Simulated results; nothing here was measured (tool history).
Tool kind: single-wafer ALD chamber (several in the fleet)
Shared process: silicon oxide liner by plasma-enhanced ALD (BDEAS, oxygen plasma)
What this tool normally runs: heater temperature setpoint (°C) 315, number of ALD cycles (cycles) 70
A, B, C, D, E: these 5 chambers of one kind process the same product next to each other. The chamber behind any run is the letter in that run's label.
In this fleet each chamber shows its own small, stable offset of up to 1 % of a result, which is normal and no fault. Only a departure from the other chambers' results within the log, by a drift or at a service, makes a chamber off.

| run | hour | heater temperature setpoint (°C) | number of ALD cycles (cycles) | read-back reference wafer on the same gauge, thickness_nm | mean film thickness on the monitor wafer (nm) |
|---|---|---|---|---|---|
| 1A | 8.3 | 315 | 70 | 6.373 | 6.4133 |
| 2C | 15.1 | 315 | 70 | 6.3716 | 6.4347 |
| 3B | 24.4 | 315 | 70 | 6.3743 | 6.3945 |
| 4D | 31.6 | 315 | 70 | 6.3751 | 6.4318 |
| 5E | 38.8 | 315 | 70 | 6.3761 | 6.3765 |
| 6A | 46.3 | 315 | 70 | 6.3749 | 6.399 |
| 7E | 51 | 315 | 70 | 6.3756 | 6.3739 |
| 8D | 59.6 | 302 | 83 | 6.379 | 7.7735 |
| 9C | 68.7 | 302 | 83 | 6.3805 | 7.7669 |
| 10B | 74.6 | 302 | 83 | 6.3776 | 7.7462 |
| 11E | 82.3 | 302 | 83 | 6.3817 | 7.6965 |
| 12B | 87 | 302 | 83 | 6.3793 | 7.7354 |
| 13C | 95.4 | 303 | 60 | 6.3809 | 5.6079 |
| 14A | 101.7 | 303 | 60 | 6.3843 | 5.5879 |
| 15D | 111.5 | 303 | 60 | 6.3865 | 5.605 |
| 16E | 121.6 | 303 | 60 | 6.3878 | 5.5664 |
| 17A | 128.6 | 303 | 60 | 6.3883 | 5.5889 |
| 18C | 137.6 | 315 | 70 | 6.3889 | 6.4457 |
| 19D | 143.2 | 315 | 70 | 6.3904 | 6.4333 |
| 20B | 149.7 | 315 | 70 | 6.3893 | 6.4138 |
| 21C | 155.8 | 315 | 70 | 6.3902 | 6.4386 |
| 22B | 164.9 | 315 | 70 | 6.3941 | 6.4192 |
| 23D | 169.8 | 315 | 70 | 6.3931 | 6.4404 |
| 24E | 175.1 | 315 | 70 | 6.3942 | 6.4015 |
| 25A | 184.9 | 315 | 70 | 6.3979 | 6.4204 |
| 26A | 192.3 | 315 | 70 | 6.3943 | 6.4273 |
| 27C | 201 | 315 | 70 | 6.398 | 6.4573 |
| 28E | 205.6 | 315 | 70 | 6.4004 | 6.4017 |
| 29D | 215.3 | 306 | 59 | 6.4024 | 5.4975 |
| 30B | 221.6 | 306 | 59 | 6.4012 | 5.4865 |
| 31E | 227.2 | 306 | 59 | 6.4045 | 5.4756 |
| 32A | 234.5 | 306 | 59 | 6.4011 | 5.4966 |
| 33B | 244.3 | 306 | 59 | 6.4038 | 5.4905 |
| 34D | 250.1 | 315 | 70 | 6.406 | 6.4488 |
| 35C | 256.1 | 315 | 70 | 6.4046 | 6.4487 |

Next, all 5 chambers run the settings below, one line each with question marks for the results. What does each chamber give?
| 36A | 263.7 | 315 | 70 |  | ? |
| 36B | 263.7 | 315 | 70 |  | ? |
| 36C | 263.7 | 315 | 70 |  | ? |
| 36D | 263.7 | 315 | 70 |  | ? |
| 36E | 263.7 | 315 | 70 |  | ? |

| run | mean film thickness on the monitor wafer (nm) |
|---|---|
| 36A | 6.4433 |
| 36B | 6.4381 |
| 36C | 6.4757 |
| 36D | 6.4541 |
| 36E | 6.4168 |

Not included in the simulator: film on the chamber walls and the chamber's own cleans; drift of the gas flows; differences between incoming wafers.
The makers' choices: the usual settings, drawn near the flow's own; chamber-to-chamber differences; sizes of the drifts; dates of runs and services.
